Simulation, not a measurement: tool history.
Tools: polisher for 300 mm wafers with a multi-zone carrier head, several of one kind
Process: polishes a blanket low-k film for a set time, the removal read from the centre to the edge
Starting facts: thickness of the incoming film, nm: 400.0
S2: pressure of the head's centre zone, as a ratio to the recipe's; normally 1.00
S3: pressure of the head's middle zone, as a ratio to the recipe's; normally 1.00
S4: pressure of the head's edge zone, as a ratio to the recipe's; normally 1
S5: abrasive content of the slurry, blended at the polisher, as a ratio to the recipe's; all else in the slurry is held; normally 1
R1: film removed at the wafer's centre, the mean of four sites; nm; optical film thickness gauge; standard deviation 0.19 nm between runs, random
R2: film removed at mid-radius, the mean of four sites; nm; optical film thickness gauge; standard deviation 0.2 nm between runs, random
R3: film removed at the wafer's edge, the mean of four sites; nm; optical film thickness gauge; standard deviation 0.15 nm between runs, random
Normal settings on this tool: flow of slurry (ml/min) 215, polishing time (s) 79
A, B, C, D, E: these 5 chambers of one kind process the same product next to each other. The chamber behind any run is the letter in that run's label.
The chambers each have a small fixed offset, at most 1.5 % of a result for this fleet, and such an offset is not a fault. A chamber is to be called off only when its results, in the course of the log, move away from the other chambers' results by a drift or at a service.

Run 1A, hour 2.0: usual settings. Result: R1 21.615 nm, R2 21.186 nm, R3 21.551 nm.
Run 2D, hour 4.6: usual settings. Result: R1 21.878 nm, R2 21.434 nm, R3 21.594 nm.
Run 3E, hour 6.8: usual settings. Result: R1 21.644 nm, R2 22.044 nm, R3 21.567 nm.
Run 4C, hour 10.5: usual settings. Result: R1 21.706 nm, R2 21.679 nm, R3 21.648 nm.
Run 5B, hour 13.3: usual settings but S3 0.92. Result: R1 21.620 nm, R2 20.103 nm, R3 21.630 nm.
Run 6A, hour 17.2: usual settings but S3 0.92. Result: R1 21.704 nm, R2 19.921 nm, R3 21.749 nm.
Run 7D, hour 20.4: usual settings but S3 0.92. Result: R1 21.673 nm, R2 19.928 nm, R3 21.767 nm.
At hour 22.5: chamber B: edge zone pressure recalibrated.
Run 8C, hour 22.5: usual settings but S3 0.92. Result: R1 21.550 nm, R2 20.174 nm, R3 21.758 nm.
Run 9E, hour 24.9: usual settings but S3 0.92. Result: R1 21.478 nm, R2 20.127 nm, R3 21.734 nm.
Run 10B, hour 27.6: usual settings. Result: R1 22.146 nm, R2 21.344 nm, R3 21.542 nm.
Run 11E, hour 30.7: usual settings. Result: R1 21.740 nm, R2 21.725 nm, R3 21.389 nm.
Run 12A, hour 33.0: usual settings. Result: R1 21.392 nm, R2 21.363 nm, R3 21.520 nm.
Run 13B, hour 35.9: usual settings. Result: R1 21.763 nm, R2 21.584 nm, R3 21.688 nm.
Run 14C, hour 38.1: usual settings. Result: R1 21.571 nm, R2 21.545 nm, R3 21.540 nm.
At hour 38.9: chamber A: worn pad replaced by a new one.
Run 15D, hour 40.5: usual settings. Result: R1 21.589 nm, R2 21.346 nm, R3 21.645 nm.
At hour 42.7: chamber E: slurry nozzle cleaned.
Run 16E, hour 43.8: usual settings. Result: R1 21.900 nm, R2 21.646 nm, R3 21.558 nm.
Run 17C, hour 46.0: usual settings. Result: R1 21.300 nm, R2 21.438 nm, R3 21.542 nm.
Run 18D, hour 49.3: usual settings. Result: R1 21.917 nm, R2 21.694 nm, R3 21.566 nm.
Run 19A, hour 53.3: usual settings. Result: R1 21.820 nm, R2 21.752 nm, R3 21.508 nm.
At hour 54.3: chamber E: worn pad replaced by a new one.
Run 20B, hour 56.0: usual settings. Result: R1 21.638 nm, R2 21.738 nm, R3 21.555 nm.
Run 21B, hour 60.0: usual settings. Result: R1 21.537 nm, R2 21.704 nm, R3 21.497 nm.
Run 22C, hour 64.1: usual settings. Result: R1 21.726 nm, R2 21.590 nm, R3 21.172 nm.
Run 23A, hour 67.9: usual settings. Result: R1 21.533 nm, R2 21.123 nm, R3 22.022 nm.
Run 24E, hour 69.9: usual settings. Result: R1 21.319 nm, R2 21.800 nm, R3 21.725 nm.
Run 25D, hour 72.5: usual settings. Result: R1 21.682 nm, R2 21.535 nm, R3 21.770 nm.
Run 26E, hour 74.6: usual settings. Result: R1 22.079 nm, R2 21.888 nm, R3 21.501 nm.
Run 27D, hour 77.9: usual settings. Result: R1 21.913 nm, R2 21.564 nm, R3 21.663 nm.
At hour 80.7: chamber C: worn pad replaced by a new one.
Run 28C, hour 81.7: usual settings. Result: R1 21.462 nm, R2 21.423 nm, R3 21.489 nm.
Run 29B, hour 83.7: usual settings. Result: R1 21.650 nm, R2 21.532 nm, R3 21.606 nm.
Run 30A, hour 87.0: usual settings. Result: R1 21.792 nm, R2 21.667 nm, R3 22.042 nm.
Run 31B, hour 90.1: usual settings. Result: R1 21.499 nm, R2 21.425 nm, R3 21.597 nm.
Run 32E, hour 92.1: usual settings but S2 1.08, polishing time (s) 105. Result: R1 31.038 nm, R2 28.586 nm, R3 28.503 nm.
At hour 94.4: chamber D: worn pad replaced by a new one.
Run 33A, hour 95.5: usual settings but S2 1.08, polishing time (s) 105. Result: R1 31.228 nm, R2 28.548 nm, R3 28.815 nm.
Run 34C, hour 97.3: usual settings but S2 1.08, polishing time (s) 105. Result: R1 31.226 nm, R2 28.741 nm, R3 28.616 nm.
Run 35D, hour 100.6: usual settings but S2 1.08, polishing time (s) 105. Result: R1 31.603 nm, R2 28.537 nm, R3 28.804 nm.
Run 36B, hour 103.8: usual settings but S2 1.08, polishing time (s) 105. Result: R1 30.941 nm, R2 28.373 nm, R3 28.592 nm.

Read the log: is a single chamber off, either drifting away or since a service, is the gauge that measures every chamber drifting, or is nothing wrong beyond small per-chamber offsets? Name any odd chamber and what most likely caused it.

No chamber is off and the gauge is stable; the differences are just each chamber's small, constant offset.

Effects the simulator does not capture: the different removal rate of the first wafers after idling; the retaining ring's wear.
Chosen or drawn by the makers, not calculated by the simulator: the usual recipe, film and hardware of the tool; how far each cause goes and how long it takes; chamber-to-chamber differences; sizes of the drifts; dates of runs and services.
